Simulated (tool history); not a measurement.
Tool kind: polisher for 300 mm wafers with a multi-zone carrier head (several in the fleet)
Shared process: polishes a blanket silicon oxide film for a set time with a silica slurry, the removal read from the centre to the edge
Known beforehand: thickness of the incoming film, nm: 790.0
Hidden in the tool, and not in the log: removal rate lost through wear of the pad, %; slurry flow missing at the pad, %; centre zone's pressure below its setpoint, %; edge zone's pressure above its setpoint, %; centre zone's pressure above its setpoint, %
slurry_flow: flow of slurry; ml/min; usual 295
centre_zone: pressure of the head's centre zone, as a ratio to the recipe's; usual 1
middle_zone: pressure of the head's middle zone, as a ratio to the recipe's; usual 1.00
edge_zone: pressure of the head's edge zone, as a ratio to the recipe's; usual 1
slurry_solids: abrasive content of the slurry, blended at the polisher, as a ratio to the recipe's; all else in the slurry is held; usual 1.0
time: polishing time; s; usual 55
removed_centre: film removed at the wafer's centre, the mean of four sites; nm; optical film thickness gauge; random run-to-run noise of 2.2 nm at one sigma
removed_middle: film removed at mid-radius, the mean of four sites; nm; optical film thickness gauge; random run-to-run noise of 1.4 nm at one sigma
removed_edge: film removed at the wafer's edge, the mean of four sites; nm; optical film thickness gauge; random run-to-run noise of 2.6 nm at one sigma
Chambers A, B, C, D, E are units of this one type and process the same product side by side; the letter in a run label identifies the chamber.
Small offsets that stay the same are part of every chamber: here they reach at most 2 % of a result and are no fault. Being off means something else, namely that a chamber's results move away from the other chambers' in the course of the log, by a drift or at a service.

run   hour  slurry_flow  centre_zone  middle_zone  edge_zone  slurry_solids  time  wafers polished on this pad  hours since the slurry nozzle was cleaned  hours since the centre zone pressure was calibrated  hours since the edge zone pressure was calibrated  removed_centre  removed_middle  removed_edge
       5.5  -- chamber A: worn pad replaced by a new one
       6.3  -- chamber E: worn pad replaced by a new one
 1E    9.0          295            1         1.00          1            1.0    55                           25                                      117.6                                                307.8                                              957.0          221.93          223.67        224.66
      11.4  -- chamber B: worn pad replaced by a new one
 2D   14.6          295            1         1.00          1            1.0    55                          361                                      198.0                                                194.8                                              181.5          225.04          221.72        223.89
 3A   23.5          295            1         1.00          1            1.0    55                          169                                      389.6                                                484.0                                             1228.4          223.17          224.41        223.73
      27.7  -- chamber B: slurry nozzle cleaned
 4C   30.6          295            1         1.00          1            1.0    55                         1346                                      225.1                                                181.2                                               63.1          226.35          219.72        221.52
 5B   35.6          295            1         1.00          1            1.0    55                          228                                        8.0                                               1136.2                                              924.9          229.09          221.44        223.41
 6A   43.6          295            1         1.00          1            1.0    55                          358                                      409.7                                                504.1                                             1248.5          228.40          224.08        221.15
      45.3  -- chamber C: worn pad replaced by a new one
 7E   51.9          295            1         1.00          1            1.0    55                          428                                      160.5                                                350.7                                              999.9          225.95          225.15        225.37
      56.2  -- chamber E: worn pad replaced by a new one
      58.0  -- chamber D: worn pad replaced by a new one
 8B   58.4          295            1         1.00          1            1.0    55                          442                                       30.8                                               1159.0                                              947.7          225.48          222.36        226.90
 9C   66.8          295            1         1.00          1            1.0    55                          202                                      261.3                                                217.4                                               99.3          221.63          220.77        224.43
      69.1  -- chamber E: edge zone pressure recalibrated
      74.9  -- chamber A: slurry nozzle cleaned
10D   75.7          295            1         1.00          1            1.0    55                          166                                      259.1                                                255.9                                              242.6          226.20          225.98        221.03
11A   83.4          295            1         1.00          1            1.0    55                          732                                        8.6                                                543.9                                             1288.3          223.66          221.52        219.84
12C   88.4          295            1         1.00          1            1.0    55                          405                                      282.9                                                239.0                                              120.9          223.74          220.23        225.35
13B   94.2          295            1         1.00          1            1.0    55                          779                                       66.6                                               1194.8                                              983.5          224.18          222.96        227.05
     102.8  -- chamber B: worn pad replaced by a new one
14D  102.9          295            1         1.00          1            1.0    55                          422                                      286.3                                                283.1                                              269.8          224.66          226.16        224.71
     113.3  -- chamber E: worn pad replaced by a new one
15E  113.3          295            1         1.00          1            1.0    55                            0                                      221.9                                                412.1                                               44.2          225.56          224.52        224.68
     120.3  -- chamber A: edge zone pressure recalibrated
16E  120.9          295            1         1.00          1            1.0    55                           72                                      229.5                                                419.7                                               51.8          229.19          225.82        225.97
17D  126.2          295            1         1.00          1            1.0    55                          641                                      309.6                                                306.4                                              293.1          222.96          223.20        225.35
18B  132.9          295            1         1.00          1            1.0    55                          283                                      105.3                                               1233.5                                             1022.2          228.32          222.97        228.38
     137.0  -- chamber A: worn pad replaced by a new one
19A  139.0          295            1         1.00          1            1.0    55                           18                                       64.2                                                599.5                                               18.8          225.75          225.29        220.46
20C  145.5          295            1         1.00          1            1.0    55                          942                                      340.0                                                296.1                                              178.0          225.53          221.09        227.16
     146.3  -- chamber D: worn pad replaced by a new one
21C  151.8          295            1         1.00          1            1.0    55                         1001                                      346.3                                                302.4                                              184.3          227.03          219.03        222.72
22A  160.3          295            1         1.00          1            1.0    55                          219                                       85.5                                                620.8                                               40.1          223.95          225.67        223.54
     160.8  -- chamber E: worn pad replaced by a new one
23E  166.0          295            1         1.00          1            1.0    55                           49                                      274.6                                                464.8                                               96.9          225.59          225.76        222.16
24B  171.6          295            1         1.00          1            1.0    55                          647                                      144.0                                               1272.2                                             1060.9          223.72          223.33        227.92
25D  181.5          295            1         1.00          1            1.0    55                          331                                      364.9                                                361.7                                              348.4          229.67          223.33        228.65
26A  186.7          295            1         1.00          1            1.0    61                          467                                      111.9                                                647.2                                               66.5          254.33          249.38        247.77
     194.3  -- chamber B: worn pad replaced by a new one
27E  195.2          295            1         1.00          1            1.0    61                          323                                      303.8                                                494.0                                              126.1          252.78          250.49        252.76
28B  202.8          295            1         1.00          1            1.0    61                           80                                      175.2                                               1303.4                                             1092.1          248.00          246.74        252.97
29D  211.3          295            1         1.00          1            1.0    61                          611                                      394.7                                                391.5                                              378.2          246.43          248.29        249.32
     216.3  -- chamber C: worn pad replaced by a new one
     219.8  -- chamber D: worn pad replaced by a new one
30C  220.8          295            1         1.00          1            1.0    61                           43                                      415.3                                                371.4                                              253.3          249.45          242.81        250.88
31C  231.1          295            1         1.00          1            1.0    55                          139                                      425.6                                                381.7                                              263.6          226.05          222.06        220.01
32B  240.8          295            1         1.00          1            1.0    55                          437                                      213.2                                               1341.4                                             1130.1          224.54          223.35        229.11
33D  251.4          295            1         1.07          1            0.8    55                          297                                      434.8                                                431.6                                              418.3          200.86          212.79        199.42

Read the log: is a single chamber off, either drifting away or since a service, is the gauge that measures every chamber drifting, or is nothing wrong beyond small per-chamber offsets? Name any odd chamber and what most likely caused it.

All chambers stay in line apart from their small fixed offsets, and the gauge does not drift.
